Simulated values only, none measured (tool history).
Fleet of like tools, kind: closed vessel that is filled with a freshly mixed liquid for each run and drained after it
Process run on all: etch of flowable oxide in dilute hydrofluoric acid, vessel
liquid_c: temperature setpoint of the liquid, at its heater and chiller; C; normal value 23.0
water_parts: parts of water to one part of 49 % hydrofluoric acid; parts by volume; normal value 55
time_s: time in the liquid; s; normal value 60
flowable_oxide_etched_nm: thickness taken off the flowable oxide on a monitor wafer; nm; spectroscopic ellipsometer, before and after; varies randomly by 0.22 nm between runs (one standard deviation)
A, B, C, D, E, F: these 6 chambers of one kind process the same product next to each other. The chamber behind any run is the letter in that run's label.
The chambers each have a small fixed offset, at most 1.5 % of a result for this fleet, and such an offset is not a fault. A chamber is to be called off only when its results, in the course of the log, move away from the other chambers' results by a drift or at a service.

run   hour  liquid_c  water_parts  time_s  read-back film thickness of the flowable oxide reference wafer, read on the same gauge (nm)  flowable_oxide_etched_nm
 1B    6.6      23.0           55      60                                                                                       110.00                    42.005
      10.9  -- chamber E: thermometer replaced
 2F   15.2      23.0           55      60                                                                                       110.01                    41.656
      23.7  -- chamber F: thermometer replaced
 3A   28.1      23.0           55      60                                                                                       110.03                    42.252
 4D   35.0      23.0           55      60                                                                                       110.01                    41.281
 5C   46.0      23.0           55      60                                                                                       110.01                    42.257
 6E   58.2      23.0           55      30                                                                                       109.97                    20.676
 7D   70.5      23.0           55      30                                                                                       109.97                    20.911
 8A   81.9      23.0           55      30                                                                                       109.97                    20.788
 9B   92.8      23.0           55      30                                                                                       110.00                    21.123
10E  103.9      23.0           55      30                                                                                       109.99                    20.599
11C  116.1      23.0           55      30                                                                                       109.99                    20.578
12F  123.8      23.0           55      60                                                                                       109.98                    42.128
13A  133.6      23.0           55      60                                                                                       109.98                    42.122
14F  145.2      23.0           25      60                                                                                       110.03                    95.679
15D  156.4      23.0           25      60                                                                                       109.97                    94.092
16E  163.5      23.0           25      60                                                                                       110.02                    95.574
     167.2  -- chamber A: hydrofluoric acid flow meter replaced
17B  170.7      23.0           25      60                                                                                       110.01                    96.801
     173.3  -- chamber F: hydrofluoric acid flow meter replaced
18C  181.5      23.0           25      60                                                                                       110.01                    94.953
19E  194.3      23.0           25      60                                                                                       110.00                    95.720
20C  201.1      23.0           55      60                                                                                       110.00                    40.972
21A  213.1      23.0           55      60                                                                                       110.02                    41.925
22F  225.5      23.0           55      60                                                                                       109.98                    42.299
23D  237.5      23.0           55      60                                                                                       109.99                    41.477
24B  244.8      26.0           55      30                                                                                       109.98                    23.867
25D  251.2      26.0           55      30                                                                                       109.99                    23.725
26F  261.8      26.0           55      30                                                                                       109.95                    23.948
27E  270.6      26.0           55      30                                                                                       110.01                    23.402
28A  282.8      26.0           55      30                                                                                       109.99                    23.775
29C  295.9      26.0           55      30                                                                                       110.02                    22.486
     298.5  -- chamber D: hydrofluoric acid flow meter replaced
30B  307.4      23.0           55      60                                                                                       109.99                    42.060
31C  316.7      23.0           55      60                                                                                       110.00                    39.863
32F  329.6      23.0           70      60                                                                                       109.99                    32.474
33E  336.0      23.0           70      60                                                                                       110.02                    31.848
34A  344.0      23.0           70      60                                                                                       109.98                    32.438
35D  355.3      23.0           70      60                                                                                       110.01                    32.308
36B  364.2      23.0           70      60                                                                                       110.06                    32.171
37A  373.0      23.0           70      60                                                                                       109.98                    32.292
38C  386.0      23.0           55      60                                                                                       109.98                    39.312
39E  398.7      23.0           55      60                                                                                       109.99                    41.095
40F  404.8      23.0           55      60                                                                                       109.97                    42.370

Which is it: a chamber that has drifted or been left off by a service, a gauge drift common to all chambers, or only each chamber's usual small offset? If a chamber is off, name it and its likeliest cause.

One chamber, C, drifts off from the rest bit by bit.
Cause: liquid colder than its thermometer reads (K) = 1.63.
The log may not separate it from: hydrofluoric acid flow below the setpoint (%).

Below are 4 candidate recipes for chamber C's next run, each the usual settings with a change, their results shown as question marks. Which of them brings C's results back in line with what the other chambers give on the usual settings?
To be in line, a result may differ from the other chambers' mean on the usual settings by at most: flowable_oxide_etched_nm 0.770 nm
41C-1  414.9      21.5           55      60                                                                                                                      ?
41C-2  414.9      19.5           55      60                                                                                                                      ?
41C-3  414.9      24.5           55      60                                                                                                                      ?
41C-4  414.9      26.5           55      60                                                                                                                      ?

The mean the other chambers reach with the usual settings: flowable_oxide_etched_nm 41.842 nm
  run  flowable_oxide_etched_nm
41C-1                    36.607
41C-2                    33.609
41C-3                    41.540
41C-4                    45.093
It is 41C-3 that realigns the chamber with its peers.
